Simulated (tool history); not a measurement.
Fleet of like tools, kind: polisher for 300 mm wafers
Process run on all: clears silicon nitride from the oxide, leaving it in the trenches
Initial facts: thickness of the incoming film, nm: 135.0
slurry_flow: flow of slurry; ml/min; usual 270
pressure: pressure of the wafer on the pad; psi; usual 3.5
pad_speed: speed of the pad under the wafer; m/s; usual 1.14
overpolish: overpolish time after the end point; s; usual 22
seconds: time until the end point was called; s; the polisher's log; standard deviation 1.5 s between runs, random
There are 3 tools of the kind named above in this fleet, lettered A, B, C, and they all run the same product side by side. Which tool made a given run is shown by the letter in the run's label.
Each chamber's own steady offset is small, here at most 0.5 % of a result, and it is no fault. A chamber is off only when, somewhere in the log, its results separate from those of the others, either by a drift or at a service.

run	hour	slurry_flow	pressure	pad_speed	overpolish	seconds
1C	4	270	3.5	1.14	22	107.23
2B	9.6	270	3.5	1.14	22	112.87
3A	12.3	270	3.5	1.14	22	113.8
4C	16.6	270	3.5	1.14	22	111.51
5A	21.7	270	3.5	1.14	22	114.03
6B	26.3	270	3.5	1.14	22	113.29
7C	30.3	270	3.5	1.14	22	112.11
8A	34	270	3.5	1.14	22	115.09
# hour 36.6: chamber C: worn pad replaced by a new one
9B	38.3	270	3.5	1.14	22	112.59
10B	44	205	4.2	1.14	22	97.121
11A	48.4	205	4.2	1.14	22	97.068
12C	53.1	205	4.2	1.14	22	96.894
13C	57.4	210	2.8	1.14	22	141.47
14A	63.1	210	2.8	1.14	22	142.81
15B	68.7	210	2.8	1.14	22	147.76
# hour 71.6: chamber B: worn pad replaced by a new one
16C	73.3	270	3.5	1.14	22	113.8
17A	76.5	270	3.5	1.14	22	110.6
18B	82.1	270	3.5	1.14	22	111.74
19B	86.6	270	4.4	1.28	22	79.282
20C	92.3	270	4.4	1.28	22	80.56
21A	98.2	270	4.4	1.28	22	80.484
22C	102.3	270	3.5	1.14	22	111.98
23A	105	270	3.5	1.14	22	112.14
24B	108.8	270	3.5	1.14	22	113.02
25A	114.4	270	3.5	1.14	22	111.66
26C	120.5	270	3.5	1.14	22	111.29
27B	125.6	270	3.5	1.14	22	112.33
28C	129.1	270	3.5	1.14	22	111.84
# hour 132.3: chamber B: worn pad replaced by a new one
# hour 132.9: chamber A: head pressure recalibrated
29A	135.1	270	2.9	0.9	22	174.07
# hour 136.2: chamber C: head pressure recalibrated
30B	138.9	270	2.9	0.9	22	172.53
31A	143.8	270	2.9	0.9	22	173.79
32B	149.4	270	2.9	1.14	12	137.92
33C	152.1	270	2.9	1.14	12	137.39
34B	158	270	2.9	1.14	12	139.21
35A	162.1	270	3.5	1.14	22	111.47
36C	166.1	270	3.5	1.14	22	112.5
37A	169.2	270	3.5	1.14	22	113.35
38C	172.6	270	3.5	1.14	22	114.78
39B	178.1	270	3.5	1.14	22	110.82
# hour 183.7: chamber C: worn pad replaced by a new one
40A	184	270	3.5	1.14	22	112.91
41B	187.4	270	3.5	1.14	22	111.33
42C	190.1	270	3.5	1.14	22	111.04
43B	193.3	270	3.5	1.14	22	116.64
44C	195.9	270	3.5	1.14	22	113.36

Which is it: a chamber that has drifted or been left off by a service, a gauge drift common to all chambers, or only each chamber's usual small offset? If a chamber is off, name it and its likeliest cause.

The fleet is healthy, with each chamber sitting at its usual small offset and no drift in the gauge.

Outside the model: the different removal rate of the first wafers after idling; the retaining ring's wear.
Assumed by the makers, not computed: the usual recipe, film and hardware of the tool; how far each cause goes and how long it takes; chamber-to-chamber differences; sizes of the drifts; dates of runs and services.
